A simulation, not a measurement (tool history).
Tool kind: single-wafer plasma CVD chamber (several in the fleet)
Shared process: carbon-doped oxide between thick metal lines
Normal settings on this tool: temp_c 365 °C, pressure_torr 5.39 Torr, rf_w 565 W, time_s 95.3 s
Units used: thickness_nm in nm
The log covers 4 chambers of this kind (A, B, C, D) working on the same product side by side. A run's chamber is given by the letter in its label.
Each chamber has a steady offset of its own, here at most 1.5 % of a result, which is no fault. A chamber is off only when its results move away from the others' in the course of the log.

run   hour  temp_c  pressure_torr  rf_w  time_s  read-back reference wafer on the same gauge, thickness_nm  thickness_nm
 1B    7.9     365           5.39   565    95.3                                                     491.94           509
 2A   13.2     365           5.39   565    95.3                                                     491.91        512.31
 3C   21.7     365           5.39   565    95.3                                                     492.18        508.96
 4D   28.5     365           5.39   565    95.3                                                     491.91        509.66
 5A   38.6     365           5.39   565    95.3                                                     491.97         510.7
 6B   47.6     365            4.1   510    95.3                                                     491.98        458.95
 7D   58.3     365            4.1   510    95.3                                                     492.14        458.58
 8C   69.2     365            4.1   510    95.3                                                     492.04        455.82
 9B   77.8     365            4.1   510    95.3                                                     492.27        457.51
10A     87     365           5.39   565    95.3                                                     492.16        512.43
11D   92.8     365           5.39   565    95.3                                                        492           511
12C  101.6     365           5.39   565    95.3                                                     491.77        508.72
13B  107.8     365           5.39   565    95.3                                                      491.9        506.77
14A  112.7     365           5.39   565    95.3                                                     492.09        512.23
15D  120.4     365           5.39   565    95.3                                                     491.65         508.5
16C  129.6     365           5.39   565    95.3                                                     491.99        506.13
17B  135.7     365           5.39   565    95.3                                                     492.15        505.06
     137.4  -- chamber A: RF generator calibrated
18D  144.2     365           5.39   565    95.3                                                     491.98        511.67
19A  154.4     365           5.39   565    95.3                                                     492.13        511.13
20C  161.3     365           5.39   565    95.3                                                     492.36        504.48
21A  168.3     365           5.39   565    95.3                                                     492.05        511.88
22B  178.5     365           5.39   565    95.3                                                     491.95         508.4
23D    185     365           5.39   565    95.3                                                     492.09        510.46
24C  194.9     365           5.39   565    95.3                                                     491.73        502.34
25B  199.7     356           5.39   565    95.3                                                     492.43        518.85
26A  210.2     356           5.39   565    95.3                                                      492.1        524.03
27D    221     356           5.39   565    95.3                                                     491.91        521.11
28C  226.1     356           5.39   565    95.3                                                      492.2         511.4
29D  232.9     365           5.39   565    95.3                                                     492.37        508.71
30B  241.4     365           6.14   615    95.3                                                     491.95        544.04
31A    250     365           6.14   615    95.3                                                     491.96        546.73
32C    258     365           6.14   615    95.3                                                     491.74         532.3
33B    268     365           6.14   615    95.3                                                     492.03        541.64
34C  274.2     365           5.39   565    95.3                                                     491.82        498.01
35A  284.2     365           5.39   565    95.3                                                     492.16        514.59
36D  290.9     365           5.39   565    95.3                                                     492.04        511.62
37D  297.4     352           5.39   565    95.3                                                     492.11        527.17
38C  305.4     352           5.39   565    95.3                                                     492.01         514.3
39B  313.8     352           5.39   565    95.3                                                     492.03        525.94

For the next run the whole fleet of 4 chambers uses the same settings. Give each chamber's results:
40A  321.6     365           5.39   470    95.3                                                                        ?
40B  321.6     365           5.39   470    95.3                                                                        ?
40C  321.6     365           5.39   470    95.3                                                                        ?
40D  321.6     365           5.39   470    95.3                                                                        ?

run  thickness_nm
40A        457.43
40B        452.25
40C        445.02
40D        455.66

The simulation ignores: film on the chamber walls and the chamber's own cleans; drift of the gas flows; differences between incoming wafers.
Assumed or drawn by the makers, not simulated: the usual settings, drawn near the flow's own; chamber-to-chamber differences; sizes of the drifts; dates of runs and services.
